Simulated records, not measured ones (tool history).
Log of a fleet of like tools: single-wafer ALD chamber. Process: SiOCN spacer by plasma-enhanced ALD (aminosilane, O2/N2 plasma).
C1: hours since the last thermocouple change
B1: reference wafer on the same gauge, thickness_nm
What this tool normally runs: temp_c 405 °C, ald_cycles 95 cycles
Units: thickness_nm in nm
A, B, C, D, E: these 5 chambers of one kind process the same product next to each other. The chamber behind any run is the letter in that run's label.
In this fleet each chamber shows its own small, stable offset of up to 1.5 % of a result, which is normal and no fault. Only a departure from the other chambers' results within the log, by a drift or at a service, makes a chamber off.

Run 1E, hour 9.3: usual settings; C1 1300.2; B1 5.9213. Result: thickness_nm 5.6655 nm.
Run 2D, hour 20.1: usual settings; C1 675.6; B1 5.9232. Result: thickness_nm 5.6041 nm.
Run 3B, hour 28.9: usual settings; C1 1831.4; B1 5.9291. Result: thickness_nm 5.7009 nm.
Run 4A, hour 40.7: usual settings; C1 2554.1; B1 5.9212. Result: thickness_nm 5.6699 nm.
Run 5C, hour 49.8: usual settings; C1 653.1; B1 5.9215. Result: thickness_nm 5.5635 nm.
Run 6A, hour 57.3: usual settings; C1 2570.7; B1 5.9297. Result: thickness_nm 5.6741 nm.
Run 7D, hour 67.3: usual settings; C1 722.8; B1 5.9186. Result: thickness_nm 5.6099 nm.
At hour 74.7: chamber A: thermocouple changed; heater temperature recalibrated.
Run 8E, hour 81.5: usual settings; C1 1372.4; B1 5.9123. Result: thickness_nm 5.6435 nm.
Run 9C, hour 93.4: usual settings; C1 696.7; B1 5.9219. Result: thickness_nm 5.6228 nm.
Run 10B, hour 101.8: usual settings; C1 1904.3; B1 5.9166. Result: thickness_nm 5.7426 nm.
Run 11D, hour 113.3: usual settings; C1 768.8; B1 5.9340. Result: thickness_nm 5.6312 nm.
Run 12C, hour 129.2: usual settings; C1 732.5; B1 5.9201. Result: thickness_nm 5.6332 nm.
Run 13B, hour 142.7: usual settings; C1 1945.2; B1 5.9131. Result: thickness_nm 5.7302 nm.
At hour 150.0: chamber E: thermocouple changed; heater temperature recalibrated.
Run 14E, hour 151.2: usual settings but ald_cycles 107 cycles; C1 1.3; B1 5.9237. Result: thickness_nm 6.3555 nm.
Run 15A, hour 165.1: usual settings but ald_cycles 107 cycles; C1 90.4; B1 5.9172. Result: thickness_nm 6.3517 nm.
Run 16C, hour 179.6: usual settings but ald_cycles 107 cycles; C1 782.9; B1 5.9154. Result: thickness_nm 6.3765 nm.
Run 17A, hour 191.8: usual settings but ald_cycles 107 cycles; C1 117.1; B1 5.9205. Result: thickness_nm 6.3124 nm.
Run 18B, hour 201.9: usual settings but ald_cycles 107 cycles; C1 2004.4; B1 5.9260. Result: thickness_nm 6.4211 nm.
Run 19E, hour 217.9: usual settings but temp_c 396 °C; C1 68.0; B1 5.9169. Result: thickness_nm 5.7072 nm.
Run 20D, hour 231.8: usual settings but temp_c 396 °C; C1 887.3; B1 5.9233. Result: thickness_nm 5.7167 nm.
Run 21E, hour 239.7: usual settings but temp_c 396 °C; C1 89.8; B1 5.9167. Result: thickness_nm 5.6687 nm.
Run 22A, hour 254.0: usual settings but temp_c 396 °C; C1 179.3; B1 5.9238. Result: thickness_nm 5.7300 nm.
Run 23D, hour 266.7: usual settings but temp_c 396 °C; C1 922.2; B1 5.9193. Result: thickness_nm 5.7489 nm.
Run 24B, hour 281.9: usual settings; C1 2084.4; B1 5.9179. Result: thickness_nm 5.6415 nm.
Run 25C, hour 293.0: usual settings; C1 896.3; B1 5.9246. Result: thickness_nm 5.5828 nm.
Run 26B, hour 304.7: usual settings; C1 2107.2; B1 5.9153. Result: thickness_nm 5.6879 nm.
Run 27D, hour 314.0: usual settings; C1 969.5; B1 5.9148. Result: thickness_nm 5.6339 nm.
Run 28C, hour 325.6: usual settings; C1 928.9; B1 5.9259. Result: thickness_nm 5.6517 nm.
Run 29E, hour 338.5: usual settings; C1 188.6; B1 5.9222. Result: thickness_nm 5.6422 nm.
At hour 347.9: chamber B: thermocouple changed; heater temperature recalibrated.
Run 30A, hour 349.9: usual settings; C1 275.2; B1 5.9194. Result: thickness_nm 5.6682 nm.
Run 31D, hour 365.4: usual settings; C1 1020.9; B1 5.9205. Result: thickness_nm 5.6347 nm.
Run 32C, hour 378.3: usual settings; C1 981.6; B1 5.9215. Result: thickness_nm 5.6873 nm.
Run 33E, hour 390.9: usual settings; C1 241.0; B1 5.9192. Result: thickness_nm 5.6208 nm.
Run 34B, hour 405.5: usual settings but temp_c 397 °C, ald_cycles 82 cycles; C1 57.7; B1 5.9201. Result: thickness_nm 4.9693 nm.
Run 35A, hour 416.3: usual settings but temp_c 397 °C, ald_cycles 82 cycles; C1 341.6; B1 5.9205. Result: thickness_nm 4.9720 nm.

All 5 chambers run these settings next. Forecast each chamber's results:
Run 36A, hour 427.7: usual settings but ald_cycles 105 cycles. Result: thickness_nm ?.
Run 36B, hour 427.7: usual settings but ald_cycles 105 cycles. Result: thickness_nm ?.
Run 36C, hour 427.7: usual settings but ald_cycles 105 cycles. Result: thickness_nm ?.
Run 36D, hour 427.7: usual settings but ald_cycles 105 cycles. Result: thickness_nm ?.
Run 36E, hour 427.7: usual settings but ald_cycles 105 cycles. Result: thickness_nm ?.

run  thickness_nm
36A        6.2984
36B        6.2848
36C        6.1607
36D        6.2349
36E        6.2358
